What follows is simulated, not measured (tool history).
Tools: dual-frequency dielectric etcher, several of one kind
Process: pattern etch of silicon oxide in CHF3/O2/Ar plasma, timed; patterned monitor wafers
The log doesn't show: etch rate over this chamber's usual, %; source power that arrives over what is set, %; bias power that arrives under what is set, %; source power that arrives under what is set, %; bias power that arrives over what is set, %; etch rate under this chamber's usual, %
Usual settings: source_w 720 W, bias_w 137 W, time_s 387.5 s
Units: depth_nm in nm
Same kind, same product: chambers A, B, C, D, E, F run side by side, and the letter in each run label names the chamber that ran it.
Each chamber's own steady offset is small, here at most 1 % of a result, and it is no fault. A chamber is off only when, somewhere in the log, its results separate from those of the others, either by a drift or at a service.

| run | hour | source_w | bias_w | time_s | hours since the last wet clean | hours since the last source power generator calibration | hours since the last bias power generator calibration | read-back reference wafer on the same gauge, depth_nm | depth_nm |
|---|---|---|---|---|---|---|---|---|---|
| 1D | 4 | 720 | 137 | 387.5 | 17.5 | 2126.3 | 1284.5 | 830.92 | 758.36 |
| 2C | 9.9 | 720 | 137 | 387.5 | 162 | 827.8 | 1810.5 | 830.33 | 752.71 |
| 3E | 13.7 | 720 | 137 | 387.5 | 51.6 | 1057.9 | 1224.4 | 831.4 | 741.99 |
| 4A | 17.5 | 720 | 137 | 387.5 | 328.3 | 1224.7 | 1636.9 | 830.44 | 750 |
| 5F | 22.2 | 720 | 137 | 387.5 | 388.1 | 4381 | 248.6 | 831.62 | 745.01 |
| 6B | 26.2 | 720 | 137 | 387.5 | 40.3 | 131.1 | 642.8 | 831.53 | 749.71 |
| 7C | 28.7 | 640 | 137 | 350 | 180.8 | 846.6 | 1829.3 | 830.95 | 650.13 |
| 8D | 33 | 640 | 137 | 350 | 46.5 | 2155.3 | 1313.5 | 830.27 | 652.37 |
| 9B | 35.8 | 640 | 137 | 350 | 49.9 | 140.7 | 652.4 | 830.94 | 645.89 |
| 10F | 41.1 | 640 | 137 | 350 | 407 | 4399.9 | 267.5 | 831.73 | 642.88 |
| 11E | 45.3 | 640 | 137 | 350 | 83.2 | 1089.5 | 1256 | 830.74 | 638.87 |
| 12A | 49.5 | 640 | 137 | 350 | 360.3 | 1256.7 | 1668.9 | 830.02 | 642.31 |
| 13D | 53.6 | 720 | 137 | 387.5 | 67.1 | 2175.9 | 1334.1 | 832.8 | 761.34 |
| 14A | 56.7 | 720 | 137 | 387.5 | 367.5 | 1263.9 | 1676.1 | 831.96 | 748.77 |
| 15F | 61.1 | 720 | 153 | 387.5 | 427 | 4419.9 | 287.5 | 830.67 | 780.72 |
| 16C | 65.9 | 720 | 153 | 387.5 | 218 | 883.8 | 1866.5 | 832.32 | 776.24 |
| 17E | 71.5 | 720 | 153 | 387.5 | 109.4 | 1115.7 | 1282.2 | 830.58 | 766.55 |
| 18B | 75.8 | 720 | 153 | 387.5 | 89.9 | 180.7 | 692.4 | 831.22 | 782.7 |
| 19C | 80.8 | 720 | 153 | 387.5 | 232.9 | 898.7 | 1881.4 | 831.06 | 773.96 |
| 20A | 84.7 | 720 | 153 | 387.5 | 395.5 | 1291.9 | 1704.1 | 831.65 | 774.34 |
| 21E | 88.5 | 720 | 137 | 387.5 | 126.4 | 1132.7 | 1299.2 | 830.48 | 744.7 |
|  | 88.6 | chamber F: source power generator calibrated |
| 22D | 91 | 720 | 137 | 387.5 | 104.5 | 2213.3 | 1371.5 | 830.85 | 752.97 |
|  | 93.8 | chamber F: wet clean of the chamber |
| 23B | 93.9 | 720 | 122 | 387.5 | 108 | 198.8 | 710.5 | 830.17 | 723.81 |
| 24F | 98.8 | 720 | 122 | 387.5 | 5 | 10.3 | 325.2 | 830.59 | 761.07 |
|  | 103 | chamber A: wet clean of the chamber |
| 25F | 103.5 | 720 | 122 | 387.5 | 9.7 | 15 | 329.9 | 831.34 | 759.47 |
| 26A | 109.1 | 720 | 122 | 387.5 | 6.1 | 1316.3 | 1728.5 | 831.61 | 729 |
| 27C | 114.2 | 720 | 122 | 387.5 | 266.3 | 932.1 | 1914.8 | 831.04 | 720.08 |
| 28E | 118.1 | 720 | 122 | 387.5 | 156 | 1162.3 | 1328.8 | 831.47 | 717.1 |
| 29B | 122.2 | 720 | 137 | 387.5 | 136.3 | 227.1 | 738.8 | 830.44 | 756.27 |
| 30D | 126.1 | 720 | 137 | 387.5 | 139.6 | 2248.4 | 1406.6 | 830.34 | 751.05 |
| 31E | 130.2 | 720 | 137 | 387.5 | 168.1 | 1174.4 | 1340.9 | 831.52 | 742.41 |
| 32A | 134.2 | 720 | 137 | 387.5 | 31.2 | 1341.4 | 1753.6 | 829.58 | 749.84 |
| 33D | 137 | 720 | 137 | 387.5 | 150.5 | 2259.3 | 1417.5 | 831.79 | 752.26 |
| 34C | 141 | 720 | 137 | 387.5 | 293.1 | 958.9 | 1941.6 | 830 | 752.37 |
| 35B | 144.5 | 720 | 137 | 387.5 | 158.6 | 249.4 | 761.1 | 832.77 | 749.7 |
| 36F | 147.3 | 720 | 170 | 387.5 | 53.5 | 58.8 | 373.7 | 831.33 | 832.15 |
| 37B | 151.4 | 720 | 170 | 387.5 | 165.5 | 256.3 | 768 | 831.89 | 803.15 |
| 38F | 157.1 | 720 | 170 | 387.5 | 63.3 | 68.6 | 383.5 | 830.94 | 845.79 |
| 39D | 160.6 | 720 | 170 | 387.5 | 174.1 | 2282.9 | 1441.1 | 830.58 | 808.86 |
| 40A | 163.1 | 720 | 170 | 387.5 | 60.1 | 1370.3 | 1782.5 | 831.56 | 804.89 |

What goes on in this fleet: one chamber off, a drifting gauge, or nothing beyond the chambers' own small offsets? Name the chamber and the cause, if any.

Chamber F came out of a service off from its peers and stayed that way.
Cause: etch rate over this chamber's usual, % = 4.84.

Below are 4 candidate recipes for chamber F's next run, each the usual settings with a change, their results shown as question marks. Which of them brings F's results back in line with what the other chambers give on the usual settings?
Counts as in line when no further than this from what the other chambers average on the usual settings: depth_nm 17 nm
| 41F-1 | 167.3 | 730 | 139 | 415 |  |  |  |  | ? |
| 41F-2 | 167.3 | 640 | 137 | 387.5 |  |  |  |  | ? |
| 41F-3 | 167.3 | 710 | 135 | 360 |  |  |  |  | ? |
| 41F-4 | 167.3 | 800 | 137 | 387.5 |  |  |  |  | ? |

Usual-settings mean across the other chambers: depth_nm 749.91 nm
| run | depth_nm |
|---|---|
| 41F-1 | 844.77 |
| 41F-2 | 745.8 |
| 41F-3 | 718.35 |
| 41F-4 | 814 |
With 41F-2, the chamber falls back in line with the rest.

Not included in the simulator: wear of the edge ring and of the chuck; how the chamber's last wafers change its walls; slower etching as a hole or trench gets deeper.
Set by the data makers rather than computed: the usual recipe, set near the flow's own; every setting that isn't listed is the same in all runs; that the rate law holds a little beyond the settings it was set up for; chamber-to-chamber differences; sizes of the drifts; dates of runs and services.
